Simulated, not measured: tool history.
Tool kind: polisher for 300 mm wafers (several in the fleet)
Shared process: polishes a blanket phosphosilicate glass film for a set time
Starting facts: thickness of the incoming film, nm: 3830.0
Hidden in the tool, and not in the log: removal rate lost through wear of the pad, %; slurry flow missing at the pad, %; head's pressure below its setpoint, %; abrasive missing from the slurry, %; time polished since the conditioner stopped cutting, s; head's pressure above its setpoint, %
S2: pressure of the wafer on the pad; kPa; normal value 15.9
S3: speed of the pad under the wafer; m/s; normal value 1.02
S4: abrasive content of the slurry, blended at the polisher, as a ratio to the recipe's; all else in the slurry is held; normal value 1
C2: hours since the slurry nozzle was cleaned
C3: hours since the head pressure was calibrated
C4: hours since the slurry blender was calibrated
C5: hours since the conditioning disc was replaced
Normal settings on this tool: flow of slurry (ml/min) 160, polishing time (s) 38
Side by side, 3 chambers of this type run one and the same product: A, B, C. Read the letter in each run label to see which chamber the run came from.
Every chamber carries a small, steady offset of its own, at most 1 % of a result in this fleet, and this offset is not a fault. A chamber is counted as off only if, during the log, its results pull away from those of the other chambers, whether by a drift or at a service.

{"run": "1C", "day": 0.146, "flow of slurry (ml/min)": 160, "S2": 15.9, "S3": 1.02, "S4": 1, "polishing time (s)": 38, "wafers polished on this pad": 547, "C2": 516.7, "C3": 1151.1, "C4": 90.8, "C5": 156.4, "film removed (angstrom)": 2426.7}
{"run": "2B", "day": 0.325, "flow of slurry (ml/min)": 160, "S2": 15.9, "S3": 1.02, "S4": 1, "polishing time (s)": 38, "wafers polished on this pad": 297, "C2": 360.9, "C3": 389.7, "C4": 140.7, "C5": 251, "film removed (angstrom)": 2441.8}
{"run": "3A", "day": 0.471, "flow of slurry (ml/min)": 160, "S2": 15.9, "S3": 1.02, "S4": 1, "polishing time (s)": 38, "wafers polished on this pad": 285, "C2": 149.8, "C3": 599.7, "C4": 242.2, "C5": 45.4, "film removed (angstrom)": 2414.9}
{"run": "4C", "day": 0.654, "flow of slurry (ml/min)": 160, "S2": 15.9, "S3": 1.02, "S4": 1, "polishing time (s)": 38, "wafers polished on this pad": 630, "C2": 528.9, "C3": 1163.3, "C4": 103, "C5": 168.6, "film removed (angstrom)": 2445.3}
{"run": "5A", "day": 0.879, "flow of slurry (ml/min)": 160, "S2": 15.9, "S3": 1.02, "S4": 1, "polishing time (s)": 38, "wafers polished on this pad": 352, "C2": 159.6, "C3": 609.5, "C4": 252, "C5": 55.2, "film removed (angstrom)": 2413.5}
{"run": "6B", "day": 1.008, "flow of slurry (ml/min)": 160, "S2": 15.9, "S3": 1.02, "S4": 1, "polishing time (s)": 38, "wafers polished on this pad": 409, "C2": 377.3, "C3": 406.1, "C4": 157.1, "C5": 267.4, "film removed (angstrom)": 2465.8}
{"run": "7C", "day": 1.117, "flow of slurry (ml/min)": 205, "S2": 15.9, "S3": 1.02, "S4": 1, "polishing time (s)": 26, "wafers polished on this pad": 706, "C2": 540, "C3": 1174.4, "C4": 114.1, "C5": 179.7, "film removed (angstrom)": 1757.5}
{"run": "8B", "day": 1.333, "flow of slurry (ml/min)": 205, "S2": 15.9, "S3": 1.02, "S4": 1, "polishing time (s)": 26, "wafers polished on this pad": 462, "C2": 385.1, "C3": 413.9, "C4": 164.9, "C5": 275.2, "film removed (angstrom)": 1737}
{"run": "9A", "day": 1.446, "flow of slurry (ml/min)": 205, "S2": 15.9, "S3": 1.02, "S4": 1, "polishing time (s)": 26, "wafers polished on this pad": 445, "C2": 173.2, "C3": 623.1, "C4": 265.6, "C5": 68.8, "film removed (angstrom)": 1684.4}
{"run": "10A", "day": 1.688, "flow of slurry (ml/min)": 160, "S2": 15.9, "S3": 1.02, "S4": 1, "polishing time (s)": 38, "wafers polished on this pad": 484, "C2": 179, "C3": 628.9, "C4": 271.4, "C5": 74.6, "film removed (angstrom)": 2468.6}
{"day": 1.883, "done": "chamber B: slurry nozzle cleaned"}
{"run": "11B", "day": 1.9, "flow of slurry (ml/min)": 160, "S2": 15.9, "S3": 1.02, "S4": 1, "polishing time (s)": 38, "wafers polished on this pad": 555, "C2": 0.5, "C3": 427.5, "C4": 178.5, "C5": 288.8, "film removed (angstrom)": 2445.5}
{"day": 1.983, "done": "chamber C: conditioning disc replaced and pad reconditioned"}
{"run": "12C", "day": 2.125, "flow of slurry (ml/min)": 160, "S2": 15.9, "S3": 1.02, "S4": 1, "polishing time (s)": 38, "wafers polished on this pad": 871, "C2": 564.2, "C3": 1198.6, "C4": 138.3, "C5": 3.4, "film removed (angstrom)": 2413.5}
{"run": "13C", "day": 2.246, "flow of slurry (ml/min)": 160, "S2": 15.9, "S3": 1.02, "S4": 1, "polishing time (s)": 38, "wafers polished on this pad": 891, "C2": 567.1, "C3": 1201.5, "C4": 141.2, "C5": 6.3, "film removed (angstrom)": 2389.7}
{"day": 2.354, "done": "chamber C: head pressure recalibrated"}
{"run": "14A", "day": 2.433, "flow of slurry (ml/min)": 160, "S2": 15.9, "S3": 1.02, "S4": 1, "polishing time (s)": 38, "wafers polished on this pad": 606, "C2": 196.9, "C3": 646.8, "C4": 289.3, "C5": 92.5, "film removed (angstrom)": 2404.7}
{"run": "15B", "day": 2.546, "flow of slurry (ml/min)": 160, "S2": 15.9, "S3": 1.02, "S4": 1, "polishing time (s)": 38, "wafers polished on this pad": 661, "C2": 16, "C3": 443, "C4": 194, "C5": 304.3, "film removed (angstrom)": 2460.9}
{"run": "16C", "day": 2.733, "flow of slurry (ml/min)": 160, "S2": 15.9, "S3": 1.02, "S4": 1, "polishing time (s)": 38, "wafers polished on this pad": 970, "C2": 578.8, "C3": 9.2, "C4": 152.9, "C5": 18, "film removed (angstrom)": 2651.7}
{"run": "17B", "day": 2.917, "flow of slurry (ml/min)": 160, "S2": 15.9, "S3": 1.02, "S4": 1, "polishing time (s)": 38, "wafers polished on this pad": 722, "C2": 24.9, "C3": 451.9, "C4": 202.9, "C5": 313.2, "film removed (angstrom)": 2405.1}
{"day": 3.083, "done": "chamber A: conditioning disc replaced and pad reconditioned"}
{"run": "18A", "day": 3.088, "flow of slurry (ml/min)": 160, "S2": 15.9, "S3": 1.02, "S4": 1, "polishing time (s)": 38, "wafers polished on this pad": 713, "C2": 212.6, "C3": 662.5, "C4": 305, "C5": 0.1, "film removed (angstrom)": 2416.5}
{"run": "19C", "day": 3.208, "flow of slurry (ml/min)": 160, "S2": 15.9, "S3": 1.02, "S4": 1, "polishing time (s)": 32, "wafers polished on this pad": 1048, "C2": 590.2, "C3": 20.6, "C4": 164.3, "C5": 29.4, "film removed (angstrom)": 2226.3}
{"run": "20B", "day": 3.362, "flow of slurry (ml/min)": 160, "S2": 15.9, "S3": 1.02, "S4": 1, "polishing time (s)": 32, "wafers polished on this pad": 795, "C2": 35.6, "C3": 462.6, "C4": 213.6, "C5": 323.9, "film removed (angstrom)": 2052.3}
{"run": "21A", "day": 3.512, "flow of slurry (ml/min)": 160, "S2": 15.9, "S3": 1.02, "S4": 1, "polishing time (s)": 32, "wafers polished on this pad": 783, "C2": 222.8, "C3": 672.7, "C4": 315.2, "C5": 10.3, "film removed (angstrom)": 2015.9}
{"day": 3.588, "done": "chamber A: worn pad replaced by a new one"}
{"run": "22A", "day": 3.625, "flow of slurry (ml/min)": 160, "S2": 15.9, "S3": 1.02, "S4": 1, "polishing time (s)": 38, "wafers polished on this pad": 6, "C2": 225.5, "C3": 675.4, "C4": 317.9, "C5": 13, "film removed (angstrom)": 2430.4}
{"day": 3.746, "done": "chamber C: worn pad replaced by a new one"}
{"run": "23C", "day": 3.85, "flow of slurry (ml/min)": 160, "S2": 15.9, "S3": 1.02, "S4": 1, "polishing time (s)": 38, "wafers polished on this pad": 17, "C2": 605.6, "C3": 36, "C4": 179.7, "C5": 44.8, "film removed (angstrom)": 2602.3}

Has any chamber moved away from the others, gradually or after a service, or does the common gauge drift, or do the chambers differ only by their own small steady offsets? State the chamber and the most likely cause if one applies.

Chamber C came out of a service off from its peers and stayed that way.
Most likely cause: head's pressure above its setpoint, % = 8.16.

Below are 4 candidate recipes for chamber C's next run, each the usual settings with a change, their results shown as question marks. Which of them brings C's results back in line with what the other chambers give on the usual settings?
Maximum distance from the other chambers' mean on the usual settings for a result to count as in line: film removed (angstrom) 77
{"run": "24C-1", "day": 4.025, "flow of slurry (ml/min)": 160, "S2": 15.2, "S3": 1, "S4": 1, "polishing time (s)": 37, "film removed (angstrom)": "?"}
{"run": "24C-2", "day": 4.025, "flow of slurry (ml/min)": 160, "S2": 15.9, "S3": 1.02, "S4": 1, "polishing time (s)": 37, "film removed (angstrom)": "?"}
{"run": "24C-3", "day": 4.025, "flow of slurry (ml/min)": 160, "S2": 15.9, "S3": 1.02, "S4": 1, "polishing time (s)": 41, "film removed (angstrom)": "?"}
{"run": "24C-4", "day": 4.025, "flow of slurry (ml/min)": 160, "S2": 15.9, "S3": 1.04, "S4": 1, "polishing time (s)": 38, "film removed (angstrom)": "?"}

Other chambers, usual settings, mean: film removed (angstrom) 2425.4
run=24C-1 film_removed_(angstrom)=2395.2
run=24C-2 film_removed_(angstrom)=2545.2
run=24C-3 film_removed_(angstrom)=2820.3
run=24C-4 film_removed_(angstrom)=2654.3
Change 24C-1 lands the chamber within the allowed miss of the other chambers.

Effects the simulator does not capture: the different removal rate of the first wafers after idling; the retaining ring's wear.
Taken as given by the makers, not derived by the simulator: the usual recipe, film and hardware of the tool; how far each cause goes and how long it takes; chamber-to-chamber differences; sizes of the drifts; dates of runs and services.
